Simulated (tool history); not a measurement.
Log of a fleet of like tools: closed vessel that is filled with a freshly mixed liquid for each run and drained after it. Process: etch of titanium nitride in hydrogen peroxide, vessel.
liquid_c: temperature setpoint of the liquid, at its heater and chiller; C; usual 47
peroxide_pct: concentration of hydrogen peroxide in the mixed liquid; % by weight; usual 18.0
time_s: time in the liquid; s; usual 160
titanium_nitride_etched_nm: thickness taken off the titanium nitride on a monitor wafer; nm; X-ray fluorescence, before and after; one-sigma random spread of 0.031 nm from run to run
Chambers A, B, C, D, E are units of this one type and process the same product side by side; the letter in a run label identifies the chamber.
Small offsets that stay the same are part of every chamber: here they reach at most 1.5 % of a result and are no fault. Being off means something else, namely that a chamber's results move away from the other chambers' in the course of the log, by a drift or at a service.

run,hour,liquid_c,peroxide_pct,time_s,"read-back film thickness of the titanium nitride reference wafer, read on the same gauge (nm)",titanium_nitride_etched_nm
1D,5.6,47,18.0,160,29.970,8.6168
2B,12.5,47,18.0,160,29.972,8.5678
3C,20.2,47,18.0,160,30.050,8.6439
4A,28.2,47,18.0,160,30.035,8.5302
5E,37.2,47,18.0,160,30.033,8.5783
6B,45.6,47,18.0,160,30.020,8.6136
7D,50.6,47,18.0,160,29.989,8.6383
8A,58.8,47,18.0,160,30.001,8.5222
9E,67.3,47,18.0,160,30.010,8.5804
10C,72.2,47,18.0,160,29.971,8.6647
11C,80.0,47,18.0,160,30.028,8.6941
12B,88.6,47,18.0,160,29.982,8.5361
13A,93.7,47,18.0,160,30.014,8.5599
14E,97.8,47,18.0,160,30.029,8.6000
15D,102.0,47,18.0,160,29.989,8.7091
16A,107.3,47,18.0,160,30.001,8.5450
17C,114.6,47,18.0,160,30.032,8.6224
18D,120.2,47,18.0,160,30.027,8.6664
19E,128.5,47,18.0,160,30.063,8.6519
# hour 131.5: chamber C: thermometer replaced
# hour 136.7: chamber C: new drum of peroxide connected
20B,137.3,47,18.0,160,30.022,8.5729
21C,145.9,47,18.0,160,29.964,8.6079
22A,150.0,47,18.0,160,29.942,8.5631
# hour 152.0: chamber D: new drum of peroxide connected
23D,154.3,47,18.0,160,29.994,8.7167
# hour 158.2: chamber B: new drum of peroxide connected
24E,162.7,47,18.0,160,30.026,8.6012
25B,169.3,47,18.0,160,30.003,8.6183
26B,176.4,47,18.0,160,30.006,8.6470
27C,185.2,47,18.0,160,30.007,8.6699
# hour 192.6: chamber A: thermometer replaced
28D,193.0,47,18.0,160,30.043,8.8024
29E,199.1,47,18.0,160,29.971,8.5483
30A,205.5,47,18.0,220,29.961,11.7410
31C,213.7,47,18.0,220,29.977,11.8790

Next, all 5 chambers run the settings below, one line each with question marks for the results. What does each chamber give?
32A,220.2,47,14.5,160,,?
32B,220.2,47,14.5,160,,?
32C,220.2,47,14.5,160,,?
32D,220.2,47,14.5,160,,?
32E,220.2,47,14.5,160,,?

run,titanium_nitride_etched_nm
32A,8.1363
32B,8.2471
32C,8.2406
32D,8.4145
32E,8.2314
